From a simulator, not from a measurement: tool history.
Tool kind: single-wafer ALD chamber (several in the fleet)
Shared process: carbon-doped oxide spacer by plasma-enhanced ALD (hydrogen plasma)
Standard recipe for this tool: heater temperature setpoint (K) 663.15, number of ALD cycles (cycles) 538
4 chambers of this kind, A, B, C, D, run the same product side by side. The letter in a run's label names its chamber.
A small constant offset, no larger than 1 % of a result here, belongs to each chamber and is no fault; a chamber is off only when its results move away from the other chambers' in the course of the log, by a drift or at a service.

run   hour  heater temperature setpoint (K)  number of ALD cycles (cycles)  hours since the last thermocouple change  read-back reference wafer on the same gauge, thickness_nm  mean film thickness on the monitor wafer (nm)
 1D    4.5                           663.15                            538                                    1403.4                                                      28.69                                         26.782
 2C      8                           663.15                            538                                     709.8                                                     28.695                                         26.844
 3A   15.4                           663.15                            538                                     607.6                                                     28.701                                          26.92
 4B   20.2                           663.15                            538                                       642                                                     28.718                                         26.687
 5A   26.2                           663.15                            538                                     618.4                                                     28.715                                         26.793
 6B     33                           663.15                            538                                     654.8                                                     28.736                                         26.732
 7D   38.1                           663.15                            600                                      1437                                                     28.686                                          29.77
 8C   44.1                           663.15                            600                                     745.9                                                     28.687                                         30.143
 9B   49.3                           663.15                            600                                     671.1                                                     28.688                                         29.746
10D   52.8                           663.15                            600                                    1451.7                                                     28.704                                         29.804
11C   59.8                           663.15                            538                                     761.6                                                     28.684                                         26.864
12A   65.7                           663.15                            538                                     657.9                                                     28.721                                          26.91
13A     70                           663.15                            538                                     662.2                                                     28.687                                         26.851
14D   74.6                           663.15                            538                                    1473.5                                                      28.69                                         26.642
15B   79.8                           663.15                            538                                     701.6                                                       28.7                                         26.709
16C     86                           663.15                            538                                     787.8                                                     28.696                                         26.824
17D   90.9                           663.15                            538                                    1489.8                                                     28.692                                         26.804
18A   96.9                           663.15                            538                                     689.1                                                     28.687                                         26.923
19C  103.3                           663.15                            538                                     805.1                                                     28.695                                         27.043
20B  107.6                           653.15                            461                                     729.4                                                     28.703                                         22.939
21D    114                           653.15                            461                                    1512.9                                                      28.71                                         23.039
22A  117.5                           653.15                            461                                     709.7                                                     28.718                                         23.017
23C  122.6                           653.15                            461                                     824.4                                                     28.714                                         23.013
24B  130.1                           651.15                            482                                     751.9                                                     28.673                                         23.947
25C  135.6                           651.15                            482                                     837.4                                                     28.712                                         24.064
26A  139.5                           651.15                            482                                     731.7                                                     28.699                                         24.092
27B  142.8                           651.15                            482                                     764.6                                                     28.716                                          23.97
28D  148.7                           663.15                            538                                    1547.6                                                     28.701                                         26.775
29D  154.3                           663.15                            538                                    1553.2                                                       28.7                                         26.736
30C  159.3                           653.15                            538                                     861.1                                                     28.704                                         26.924
31B  163.2                           653.15                            538                                       785                                                      28.71                                         26.698
32A  170.3                           653.15                            538                                     762.5                                                     28.677                                         26.959
33A  176.5                           653.15                            538                                     768.7                                                     28.713                                         26.894
34B  181.3                           663.15                            538                                     803.1                                                     28.709                                         26.629
35D  187.6                           663.15                            538                                    1586.5                                                     28.708                                         26.713
36C  194.5                           663.15                            538                                     896.3                                                     28.674                                         26.896
     197.2  -- chamber D: thermocouple changed; heater temperature recalibrated
37D  198.1                           663.15                            538                                         1                                                     28.701                                         26.706
38C  201.9                           668.15                            538                                     903.7                                                     28.705                                         26.935
39A  205.4                           668.15                            538                                     797.6                                                     28.695                                         26.982
40B  212.3                           668.15                            538                                     834.1                                                     28.683                                         26.625

Read the log: is a single chamber off, either drifting away or since a service, is the gauge that measures every chamber drifting, or is nothing wrong beyond small per-chamber offsets? Name any odd chamber and what most likely caused it.

Beyond each chamber's small constant offset nothing stands out, and the gauge stays steady.
